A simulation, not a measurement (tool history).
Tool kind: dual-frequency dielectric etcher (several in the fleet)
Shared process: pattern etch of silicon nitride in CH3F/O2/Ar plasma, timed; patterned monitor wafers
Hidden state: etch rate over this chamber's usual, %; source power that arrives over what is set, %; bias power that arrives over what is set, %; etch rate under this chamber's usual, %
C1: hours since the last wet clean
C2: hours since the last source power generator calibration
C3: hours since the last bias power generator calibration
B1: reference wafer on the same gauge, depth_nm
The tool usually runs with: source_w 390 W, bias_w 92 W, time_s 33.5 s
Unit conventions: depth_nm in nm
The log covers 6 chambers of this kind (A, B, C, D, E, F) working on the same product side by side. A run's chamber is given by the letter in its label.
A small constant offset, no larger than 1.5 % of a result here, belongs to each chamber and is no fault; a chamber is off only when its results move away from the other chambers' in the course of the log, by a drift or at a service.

Run 1D, day 0.358: usual settings; C1 507.2; C2 1392.5; C3 2183.9; B1 27.993. Result: depth_nm 25.604 nm.
Run 2E, day 0.671: usual settings; C1 397.7; C2 532.9; C3 611.5; B1 28.013. Result: depth_nm 25.468 nm.
Run 3C, day 0.867: usual settings; C1 62.7; C2 1743.6; C3 856.5; B1 28.024. Result: depth_nm 25.397 nm.
Run 4A, day 1.150: usual settings; C1 403.2; C2 1452.2; C3 3068.7; B1 27.984. Result: depth_nm 25.165 nm.
At day 1.192: chamber E: wet clean of the chamber.
Run 5F, day 1.379: usual settings but source_w 440 W, bias_w 108 W; C1 172.3; C2 1977.8; C3 87.7; B1 28.027. Result: depth_nm 28.210 nm.
Run 6B, day 1.796: usual settings but source_w 440 W, bias_w 108 W; C1 296.3; C2 1156.6; C3 2741.3; B1 28.002. Result: depth_nm 28.164 nm.
Run 7B, day 2.033: usual settings but source_w 440 W, bias_w 108 W; C1 302.0; C2 1162.3; C3 2747.0; B1 28.017. Result: depth_nm 27.875 nm.
Run 8D, day 2.333: usual settings but source_w 440 W, bias_w 108 W; C1 554.6; C2 1439.9; C3 2231.3; B1 27.996. Result: depth_nm 28.630 nm.
Run 9A, day 2.646: usual settings but source_w 440 W, bias_w 108 W; C1 439.1; C2 1488.1; C3 3104.6; B1 28.021. Result: depth_nm 27.963 nm.
At day 2.812: chamber A: wet clean of the chamber.
Run 10C, day 3.038: usual settings but source_w 440 W, bias_w 108 W; C1 114.8; C2 1795.7; C3 908.6; B1 27.982. Result: depth_nm 28.059 nm.
Run 11F, day 3.475: usual settings; C1 222.6; C2 2028.1; C3 138.0; B1 27.998. Result: depth_nm 25.068 nm.
Run 12E, day 3.725: usual settings; C1 60.8; C2 606.2; C3 684.8; B1 27.980. Result: depth_nm 25.516 nm.
Run 13F, day 4.071: usual settings; C1 236.9; C2 2042.4; C3 152.3; B1 28.025. Result: depth_nm 25.355 nm.
Run 14E, day 4.342: usual settings; C1 75.6; C2 621.0; C3 699.6; B1 27.992. Result: depth_nm 25.276 nm.
Run 15A, day 4.625: usual settings; C1 43.5; C2 1535.6; C3 3152.1; B1 27.980. Result: depth_nm 25.027 nm.
Run 16C, day 4.846: usual settings; C1 158.2; C2 1839.1; C3 952.0; B1 27.989. Result: depth_nm 25.225 nm.
Run 17D, day 5.054: usual settings but source_w 330 W, bias_w 113 W; C1 619.9; C2 1505.2; C3 2296.6; B1 28.003. Result: depth_nm 25.924 nm.
Run 18B, day 5.454: usual settings but source_w 330 W, bias_w 113 W; C1 384.1; C2 1244.4; C3 2829.1; B1 28.002. Result: depth_nm 25.599 nm.
Run 19E, day 5.846: usual settings but source_w 330 W, bias_w 113 W; C1 111.7; C2 657.1; C3 735.7; B1 28.014. Result: depth_nm 25.655 nm.
Run 20A, day 6.275: usual settings but source_w 330 W, bias_w 113 W; C1 83.1; C2 1575.2; C3 3191.7; B1 27.993. Result: depth_nm 25.532 nm.
At day 6.475: chamber C: source power generator calibrated.
Run 21D, day 6.654: usual settings but source_w 330 W, bias_w 113 W; C1 658.3; C2 1543.6; C3 2335.0; B1 27.980. Result: depth_nm 26.186 nm.
Run 22F, day 6.929: usual settings but source_w 330 W, bias_w 113 W; C1 305.5; C2 2111.0; C3 220.9; B1 27.974. Result: depth_nm 25.627 nm.
Run 23C, day 7.358: usual settings but source_w 320 W, time_s 28.0 s; C1 218.5; C2 21.3; C3 1012.3; B1 27.980. Result: depth_nm 19.804 nm.
Run 24B, day 7.617: usual settings but source_w 320 W, time_s 28.0 s; C1 436.0; C2 1296.3; C3 2881.0; B1 28.014. Result: depth_nm 19.754 nm.
Run 25E, day 7.850: usual settings but source_w 320 W, time_s 28.0 s; C1 159.8; C2 705.2; C3 783.8; B1 28.005. Result: depth_nm 19.480 nm.
At day 8.021: chamber D: wet clean of the chamber.
Run 26C, day 8.246: usual settings but source_w 320 W, time_s 28.0 s; C1 239.8; C2 42.6; C3 1033.6; B1 27.991. Result: depth_nm 19.703 nm.
Run 27B, day 8.633: usual settings but source_w 320 W, time_s 28.0 s; C1 460.4; C2 1320.7; C3 2905.4; B1 27.996. Result: depth_nm 19.581 nm.
Run 28D, day 8.967: usual settings but source_w 320 W, time_s 28.0 s; C1 22.7; C2 1599.1; C3 2390.5; B1 28.001. Result: depth_nm 20.020 nm.
At day 9.083: chamber B: wet clean of the chamber.
Run 29F, day 9.217: usual settings but source_w 420 W, time_s 37.0 s; C1 360.4; C2 2165.9; C3 275.8; B1 27.988. Result: depth_nm 28.731 nm.
Run 30A, day 9.442: usual settings but source_w 420 W, time_s 37.0 s; C1 159.1; C2 1651.2; C3 3267.7; B1 27.970. Result: depth_nm 28.530 nm.
At day 9.725: chamber F: source power generator calibrated.
At day 9.758: chamber F: wet clean of the chamber.
Run 31C, day 9.867: usual settings but source_w 420 W, time_s 37.0 s; C1 278.7; C2 81.5; C3 1072.5; B1 27.997. Result: depth_nm 28.630 nm.
Run 32B, day 10.271: usual settings but source_w 420 W, time_s 37.0 s; C1 28.6; C2 1360.0; C3 2944.7; B1 28.013. Result: depth_nm 28.947 nm.
At day 10.475: chamber A: bias power generator calibrated.
Run 33A, day 10.696: usual settings but source_w 420 W, time_s 37.0 s; C1 189.2; C2 1681.3; C3 5.4; B1 28.025. Result: depth_nm 28.585 nm.
Run 34F, day 11.021: usual settings but source_w 420 W, time_s 37.0 s; C1 30.3; C2 31.2; C3 319.1; B1 27.980. Result: depth_nm 28.771 nm.
Run 35D, day 11.358: usual settings; C1 80.1; C2 1656.5; C3 2447.9; B1 28.012. Result: depth_nm 25.713 nm.
Run 36E, day 11.729: usual settings but source_w 340 W, time_s 36.5 s; C1 252.9; C2 798.3; C3 876.9; B1 28.007. Result: depth_nm 26.406 nm.
Run 37A, day 11.967: usual settings but source_w 340 W, time_s 36.5 s; C1 219.7; C2 1711.8; C3 35.9; B1 28.005. Result: depth_nm 26.119 nm.
At day 12.204: chamber D: source power generator calibrated.
Run 38F, day 12.338: usual settings but source_w 340 W, time_s 36.5 s; C1 61.9; C2 62.8; C3 350.7; B1 28.011. Result: depth_nm 26.230 nm.
Run 39D, day 12.600: usual settings but source_w 340 W, time_s 36.5 s; C1 109.9; C2 9.6; C3 2477.7; B1 27.997. Result: depth_nm 26.634 nm.
Run 40B, day 12.846: usual settings but source_w 340 W, time_s 36.5 s; C1 90.4; C2 1421.8; C3 3006.5; B1 27.980. Result: depth_nm 26.150 nm.
Run 41E, day 13.088: usual settings but source_w 340 W, time_s 36.5 s; C1 285.5; C2 830.9; C3 909.5; B1 28.008. Result: depth_nm 26.242 nm.
Run 42C, day 13.354: usual settings; C1 362.4; C2 165.2; C3 1156.2; B1 27.955. Result: depth_nm 25.398 nm.
Run 43B, day 13.779: usual settings; C1 112.8; C2 1444.2; C3 3028.9; B1 28.011. Result: depth_nm 25.348 nm.

Read the log: is a single chamber off, either drifting away or since a service, is the gauge that measures every chamber drifting, or is nothing wrong beyond small per-chamber offsets? Name any odd chamber and what most likely caused it.

No chamber is off and the gauge is stable; the differences are just each chamber's small, constant offset.

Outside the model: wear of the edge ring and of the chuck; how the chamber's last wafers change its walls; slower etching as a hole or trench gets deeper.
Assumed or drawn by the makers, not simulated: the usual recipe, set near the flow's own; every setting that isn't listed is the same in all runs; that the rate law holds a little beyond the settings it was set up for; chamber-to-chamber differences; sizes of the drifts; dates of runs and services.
